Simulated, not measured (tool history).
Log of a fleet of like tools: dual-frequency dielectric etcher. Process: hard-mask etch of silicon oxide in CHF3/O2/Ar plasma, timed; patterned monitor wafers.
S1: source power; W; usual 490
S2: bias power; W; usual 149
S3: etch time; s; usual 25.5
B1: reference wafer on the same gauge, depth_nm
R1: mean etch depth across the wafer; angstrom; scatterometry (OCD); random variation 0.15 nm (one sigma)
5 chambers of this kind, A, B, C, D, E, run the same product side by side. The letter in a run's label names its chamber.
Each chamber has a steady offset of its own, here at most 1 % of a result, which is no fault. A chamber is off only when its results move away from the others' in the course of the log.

run,hour,S1,S2,S3,B1,R1
1C,7.3,490,149,25.5,41.84,437.18
2E,22.6,490,149,25.5,41.802,441.19
3D,35.4,490,149,25.5,41.773,440.12
4A,43.9,490,149,25.5,41.82,437.48
# hour 46.7: chamber C: bias power generator calibrated
5B,53.1,490,149,25.5,41.772,435.01
6A,66.1,490,149,25.5,41.775,440.43
7B,74.9,490,149,25.5,41.77,436.6
8C,87.2,400,149,32,41.832,508.56
# hour 93.4: chamber B: wet clean of the chamber
9D,100.9,400,149,32,41.787,509.37
# hour 106.7: chamber A: wet clean of the chamber
# hour 112.5: chamber C: wet clean of the chamber
10E,114.6,400,149,32,41.795,512.23
11C,127.8,400,149,32,41.799,504.96
12A,136.7,400,149,32,41.809,509.06
13D,144.9,490,149,25.5,41.816,441.97
14E,155.5,490,149,25.5,41.793,444.53
15B,170.5,490,149,25.5,41.789,436.84
16A,185.4,490,149,25.5,41.826,438.87
17B,198.4,490,149,25.5,41.807,434.43
18E,210.6,490,149,25.5,41.804,442.87
19D,220,490,149,25.5,41.833,439.31
20C,228.5,490,149,25.5,41.817,435.74
21C,244.5,490,149,25.5,41.759,435.97
22B,254.7,490,149,25.5,41.738,435.03
# hour 264.6: chamber E: wet clean of the chamber
23D,265.1,490,116,30,41.787,480.89
24A,274.4,490,116,30,41.862,474.32
25E,285.5,490,116,30,41.806,479.86
# hour 289.5: chamber D: wet clean of the chamber
26D,300.5,490,116,30,41.781,479.57
# hour 309.6: chamber A: source power generator calibrated
27E,309.8,490,116,30,41.811,478.1
28A,322.5,490,149,25.5,41.834,439.25
29C,329.6,490,149,25.5,41.753,435.55
# hour 336.4: chamber D: source power generator calibrated
30B,343.7,490,149,25.5,41.748,433.97
31E,357.3,490,149,25.5,41.768,442.21
32C,364.5,490,149,25.5,41.821,435.47
33D,379.4,380,162,25.5,41.764,412.8
34A,386.7,380,162,25.5,41.808,409.03

Next, every chamber runs the same settings. What will each give?
35A,398.2,490,149,21.5,,?
35B,398.2,490,149,21.5,,?
35C,398.2,490,149,21.5,,?
35D,398.2,490,149,21.5,,?
35E,398.2,490,149,21.5,,?

run,R1
35A,369.7
35B,366.32
35C,369.14
35D,371.23
35E,370.94
